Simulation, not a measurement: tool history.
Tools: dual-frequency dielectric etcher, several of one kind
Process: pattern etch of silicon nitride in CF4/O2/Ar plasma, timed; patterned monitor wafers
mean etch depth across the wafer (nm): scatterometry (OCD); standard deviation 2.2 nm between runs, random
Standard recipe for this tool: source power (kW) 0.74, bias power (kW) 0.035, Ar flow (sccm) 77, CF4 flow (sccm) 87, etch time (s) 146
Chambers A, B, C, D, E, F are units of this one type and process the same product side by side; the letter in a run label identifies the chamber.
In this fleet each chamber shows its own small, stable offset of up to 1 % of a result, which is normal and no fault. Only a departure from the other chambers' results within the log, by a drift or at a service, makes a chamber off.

run   hour  source power (kW)  bias power (kW)  Ar flow (sccm)  CF4 flow (sccm)  etch time (s)  read-back reference wafer on the same gauge, depth_nm  mean etch depth across the wafer (nm)
 1C    5.8               0.74            0.035              77               87            146                                                 333.09                                 350.62
 2D    9.3               0.74            0.035              77               87            146                                                 332.67                                 347.94
 3E   13.4               0.74            0.035              77               87            146                                                 333.05                                 350.76
 4B   19.8               0.74            0.035              77               87            146                                                 333.17                                 344.77
 5F   25.5               0.74            0.035              77               87            146                                                    333                                 351.67
 6A   29.8               0.74            0.035              77               87            146                                                 332.78                                 348.36
 7A   35.1               0.74            0.035              77               87            146                                                 332.69                                 349.25
 8E   38.8               0.74            0.035              77               87            146                                                 333.11                                 353.37
 9F   44.9               0.74            0.035              77               87            146                                                 333.06                                 350.48
10C   48.3               0.74            0.035              77               87            146                                                 332.63                                 355.44
11D   53.2               0.74            0.035              77               87            146                                                 332.77                                 351.46
12B   59.3               0.74            0.035              77               87            146                                                 332.78                                 349.36
13D   65.7               0.74            0.035              77               87            146                                                 332.92                                 354.09
14F   69.3               0.74            0.035              77               87            146                                                 332.88                                 350.54
15C   73.9               0.74            0.035              77               87            146                                                 333.02                                 354.12
16A   78.1               0.74            0.035              77               87            146                                                 333.31                                 349.78
17B     84               0.74            0.035              77               87            146                                                 332.88                                 347.62
18E   89.8               0.74            0.035              77               87            146                                                 333.17                                  351.8
19B   92.8               0.74            0.035              77               87            146                                                 333.35                                 351.37
20D   96.7               0.74            0.035              77               87            146                                                 332.97                                 352.03
21F  103.4               0.74            0.035              77               87            146                                                 332.92                                 352.17
22A  107.8               0.74            0.035              77               87            146                                                 332.99                                  350.1
23E    113               0.74            0.035              77               87            146                                                 333.18                                 351.61
     116.1  -- chamber D: wet clean of the chamber
24C  117.9               0.74            0.035              77               87            146                                                 333.51                                 354.76
25D  124.6               0.74            0.035              77               87            146                                                 332.83                                 370.21
26A  129.2               0.74            0.035              77               87            146                                                 333.06                                 351.47
27E  132.5               0.74            0.035              77               87            146                                                 333.22                                 351.56
28B  138.2               0.74            0.035              77               87            146                                                  332.9                                 352.93
29F  141.6               0.74            0.028              77              102            146                                                 332.76                                 334.16
30C  145.4               0.74            0.028              77              102            146                                                  333.3                                 336.58
31B  152.1               0.74            0.028              77              102            146                                                 332.76                                 330.66
32A    156               0.74            0.028              77              102            146                                                 332.78                                 334.73
33F  160.7               0.74            0.028              77              102            146                                                 333.43                                  332.1
34D  166.9               0.74            0.028              77              102            146                                                 333.37                                 349.66
35E  169.9               0.74            0.035              77               87            146                                                 333.26                                 351.63
36C  174.9               0.74            0.035              77               87            146                                                 333.53                                 354.23
37E  178.3               0.74            0.035              77               87            146                                                 333.16                                 354.42
38B  184.7               0.74            0.035              77               87            146                                                 332.76                                 347.31

Next, all 6 chambers run the settings below, one line each with question marks for the results. What does each chamber give?
39A  189.6               0.74            0.035              77               87            146                                                                                             ?
39B  189.6               0.74            0.035              77               87            146                                                                                             ?
39C  189.6               0.74            0.035              77               87            146                                                                                             ?
39D  189.6               0.74            0.035              77               87            146                                                                                             ?
39E  189.6               0.74            0.035              77               87            146                                                                                             ?
39F  189.6               0.74            0.035              77               87            146                                                                                             ?

run  mean etch depth across the wafer (nm)
39A                                 349.59
39B                                 350.36
39C                                    360
39D                                 369.19
39E                                 352.29
39F                                 350.49
